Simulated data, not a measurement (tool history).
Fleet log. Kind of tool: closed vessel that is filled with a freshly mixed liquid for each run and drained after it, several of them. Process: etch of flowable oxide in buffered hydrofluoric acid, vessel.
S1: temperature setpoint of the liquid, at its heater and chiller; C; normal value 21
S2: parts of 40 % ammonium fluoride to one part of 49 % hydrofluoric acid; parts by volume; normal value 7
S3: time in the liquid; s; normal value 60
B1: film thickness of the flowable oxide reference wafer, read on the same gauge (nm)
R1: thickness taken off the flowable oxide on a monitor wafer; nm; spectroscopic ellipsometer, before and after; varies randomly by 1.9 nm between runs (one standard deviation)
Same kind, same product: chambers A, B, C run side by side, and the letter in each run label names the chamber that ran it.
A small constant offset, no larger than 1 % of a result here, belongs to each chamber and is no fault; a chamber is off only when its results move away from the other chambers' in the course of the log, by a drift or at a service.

| run | hour | S1 | S2 | S3 | B1 | R1 |
|---|---|---|---|---|---|---|
| 1A | 3.2 | 21 | 7 | 60 | 139.99 | 213.35 |
| 2B | 8.7 | 21 | 7 | 60 | 139.94 | 208.93 |
| 3C | 11.6 | 21 | 7 | 60 | 140.03 | 209.95 |
| 4B | 15.9 | 21 | 7 | 60 | 140.05 | 212.18 |
| 5A | 21.3 | 21 | 7 | 60 | 139.99 | 215.13 |
| 6C | 24.7 | 21 | 7 | 60 | 140 | 214.13 |
| 7B | 30.6 | 21 | 7 | 60 | 139.94 | 212.9 |
| 8A | 35.6 | 21 | 7 | 60 | 140.03 | 212 |
| 9C | 39.8 | 21 | 7 | 60 | 139.97 | 214.78 |
| 10B | 46.3 | 21 | 7 | 60 | 140.05 | 212.04 |
| 11C | 49.6 | 21 | 7 | 60 | 140.02 | 210.63 |
| 12A | 55.4 | 21 | 7 | 60 | 139.94 | 212.3 |
| 13C | 58.9 | 21 | 7 | 60 | 140.03 | 210.47 |
| 14A | 63.7 | 21 | 7 | 60 | 140 | 212.91 |
| 15B | 68.4 | 21 | 7 | 60 | 140.03 | 213.41 |
| 16B | 72.3 | 21 | 7 | 60 | 140.04 | 208 |
| 17C | 77.9 | 21 | 7 | 60 | 139.95 | 215.79 |
| 18A | 82 | 21 | 7 | 60 | 140.01 | 209.75 |
| 19C | 88.2 | 21 | 7 | 60 | 140 | 214.43 |
| 20A | 93.4 | 21 | 5.5 | 60 | 139.99 | 261.6 |
| 21B | 99.9 | 21 | 5.5 | 60 | 140.01 | 262.09 |

Each of the 3 chambers runs these same settings next. Fill in every chamber's results:
| 22A | 104.7 | 21 | 9 | 60 |  | ? |
| 22B | 104.7 | 21 | 9 | 60 |  | ? |
| 22C | 104.7 | 21 | 9 | 60 |  | ? |

| run | R1 |
|---|---|
| 22A | 163.38 |
| 22B | 162.04 |
| 22C | 161.57 |
